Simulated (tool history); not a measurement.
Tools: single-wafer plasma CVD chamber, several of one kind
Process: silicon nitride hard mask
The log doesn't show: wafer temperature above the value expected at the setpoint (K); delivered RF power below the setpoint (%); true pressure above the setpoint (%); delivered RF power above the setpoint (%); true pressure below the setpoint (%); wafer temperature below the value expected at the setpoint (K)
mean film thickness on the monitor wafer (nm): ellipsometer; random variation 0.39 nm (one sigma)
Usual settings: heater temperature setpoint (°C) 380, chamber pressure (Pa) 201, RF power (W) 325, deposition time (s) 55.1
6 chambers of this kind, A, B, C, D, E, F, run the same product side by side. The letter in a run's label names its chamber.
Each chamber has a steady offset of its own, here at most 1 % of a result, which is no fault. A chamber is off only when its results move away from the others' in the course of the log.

run   hour  heater temperature setpoint (°C)  chamber pressure (Pa)  RF power (W)  deposition time (s)  hours since the last thermocouple change  hours since the last RF generator calibration  hours since the last manometer calibration  read-back reference wafer on the same gauge, thickness_nm  mean film thickness on the monitor wafer (nm)
 1D   12.1                               380                    201           325                 55.1                                    1606.3                                          991.2                                       499.6                                                     63.124                                         66.164
      21.7  -- chamber F: RF generator calibrated
 2F   21.8                               380                    201           325                 55.1                                    1994.1                                            0.1                                       946.6                                                     63.282                                         67.155
 3C   35.6                               380                    201           325                 55.1                                     288.8                                         1871.6                                      1216.2                                                     63.168                                         67.292
 4B   47.2                               380                    201           325                 55.1                                     808.7                                           55.3                                       242.8                                                     63.239                                         65.528
 5E   62.3                               380                    201           325                 55.1                                    1092.5                                         1219.3                                       942.2                                                     63.110                                         67.020
 6A   70.9                               380                    201           325                 55.1                                     410.6                                         2108.6                                       433.1                                                     63.254                                         66.117
 7C   85.8                               380                    201           325                 55.1                                     339.0                                         1921.8                                      1266.4                                                     63.154                                         65.946
 8B   98.9                               380                    201           350                 55.1                                     860.4                                          107.0                                       294.5                                                     63.196                                         68.822
 9E  108.6                               380                    201           350                 55.1                                    1138.8                                         1265.6                                       988.5                                                     63.273                                         69.488
10D  119.8                               380                    201           350                 55.1                                    1714.0                                         1098.9                                       607.3                                                     63.168                                         68.713
11A  132.0                               380                    201           350                 55.1                                     471.7                                         2169.7                                       494.2                                                     63.251                                         69.177
12F  141.2                               380                    201           350                 55.1                                    2113.5                                          119.5                                      1066.0                                                     63.252                                         70.157
13A  151.9                               380                    201           350                 55.1                                     491.6                                         2189.6                                       514.1                                                     63.235                                         69.052
14E  159.5                               380                    201           325                 55.1                                    1189.7                                         1316.5                                      1039.4                                                     63.154                                         66.761
15C  170.3                               380                    201           325                 55.1                                     423.5                                         2006.3                                      1350.9                                                     63.166                                         67.322
16B  184.2                               380                    201           325                 55.1                                     945.7                                          192.3                                       379.8                                                     63.210                                         66.247
17F  192.7                               380                    201           325                 55.1                                    2165.0                                          171.0                                      1117.5                                                     63.106                                         67.098
18D  206.4                               380                    201           325                 55.1                                    1800.6                                         1185.5                                       693.9                                                     63.217                                         65.889
19F  217.8                               380                    201           325                 55.1                                    2190.1                                          196.1                                      1142.6                                                     63.191                                         66.211
20C  224.4                               380                    201           325                 55.1                                     477.6                                         2060.4                                      1405.0                                                     63.168                                         66.888
21D  237.2                               380                    201           325                 55.1                                    1831.4                                         1216.3                                       724.7                                                     63.175                                         66.083
     246.1  -- chamber C: RF generator calibrated
22A  250.0                               380                    201           325                 55.1                                     589.7                                         2287.7                                       612.2                                                     63.238                                         66.484
23B  264.9                               380                    201           325                 55.1                                    1026.4                                          273.0                                       460.5                                                     63.185                                         66.120
24E  272.8                               380                    201           325                 55.1                                    1303.0                                         1429.8                                      1152.7                                                     63.263                                         65.929
25C  279.6                               380                    201           325                 55.1                                     532.8                                           33.6                                      1460.2                                                     63.281                                         66.820
26D  291.0                               380                    201           325                 55.1                                    1885.2                                         1270.1                                       778.5                                                     63.204                                         65.759
27B  301.6                               380                    201           325                 55.1                                    1063.1                                          309.7                                       497.2                                                     63.266                                         66.305
28F  314.5                               380                    201           325                 55.1                                    2286.8                                          292.8                                      1239.3                                                     63.208                                         66.810
29E  327.9                               380                    201           325                 55.1                                    1358.1                                         1484.9                                      1207.8                                                     63.128                                         66.063
30A  338.9                               380                    201           325                 55.1                                     678.6                                         2376.6                                       701.1                                                     63.191                                         65.974
     345.7  -- chamber A: RF generator calibrated
31E  352.3                               380                    201           325                 55.1                                    1382.5                                         1509.3                                      1232.2                                                     63.202                                         66.255
32F  366.7                               380                    201           325                 55.1                                    2339.0                                          345.0                                      1291.5                                                     63.097                                         66.485
33C  376.0                               387                    225           325                 55.1                                     629.2                                          130.0                                      1556.6                                                     63.228                                         68.699
34D  388.7                               387                    225           325                 55.1                                    1982.9                                         1367.8                                       876.2                                                     63.210                                         67.756
35A  395.8                               387                    225           325                 55.1                                     735.5                                           50.2                                       758.0                                                     63.122                                         68.541
     408.7  -- chamber F: thermocouple changed; heater temperature recalibrated
36B  410.6                               387                    225           325                 55.1                                    1172.1                                          418.7                                       606.2                                                     63.222                                         67.785
37E  425.5                               387                    225           325                 55.1                                    1455.7                                         1582.5                                      1305.4                                                     63.253                                         68.313
38C  439.0                               387                    225           325                 55.1                                     692.2                                          193.0                                      1619.6                                                     63.290                                         68.973
39F  448.5                               380                    201           325                 55.1                                      39.9                                          426.8                                      1373.3                                                     63.290                                         66.460
40A  459.9                               380                    201           325                 55.1                                     799.6                                          114.3                                       822.1                                                     63.271                                         66.325
41D  470.3                               380                    201           325                 55.1                                    2064.5                                         1449.4                                       957.8                                                     63.147                                         65.962
     471.3  -- chamber C: capacitance manometer re-zeroed and calibrated
42B  482.1                               380                    201           325                 55.1                                    1243.6                                          490.2                                       677.7                                                     63.172                                         66.206
43C  488.8                               375                    201           325                 55.1                                     742.0                                          242.8                                        17.5                                                     63.227                                         66.667
44B  503.8                               375                    201           325                 55.1                                    1265.3                                          511.9                                       699.4                                                     63.144                                         65.944

Next, every chamber runs the same settings. What will each give?
45A  514.7                               380                    165           325                 55.1                                                                                                                                                                                                                                              ?
45B  514.7                               380                    165           325                 55.1                                                                                                                                                                                                                                              ?
45C  514.7                               380                    165           325                 55.1                                                                                                                                                                                                                                              ?
45D  514.7                               380                    165           325                 55.1                                                                                                                                                                                                                                              ?
45E  514.7                               380                    165           325                 55.1                                                                                                                                                                                                                                              ?
45F  514.7                               380                    165           325                 55.1                                                                                                                                                                                                                                              ?

run  mean film thickness on the monitor wafer (nm)
45A                                         62.534
45B                                         62.672
45C                                         62.660
45D                                         61.411
45E                                         62.979
45F                                         63.442

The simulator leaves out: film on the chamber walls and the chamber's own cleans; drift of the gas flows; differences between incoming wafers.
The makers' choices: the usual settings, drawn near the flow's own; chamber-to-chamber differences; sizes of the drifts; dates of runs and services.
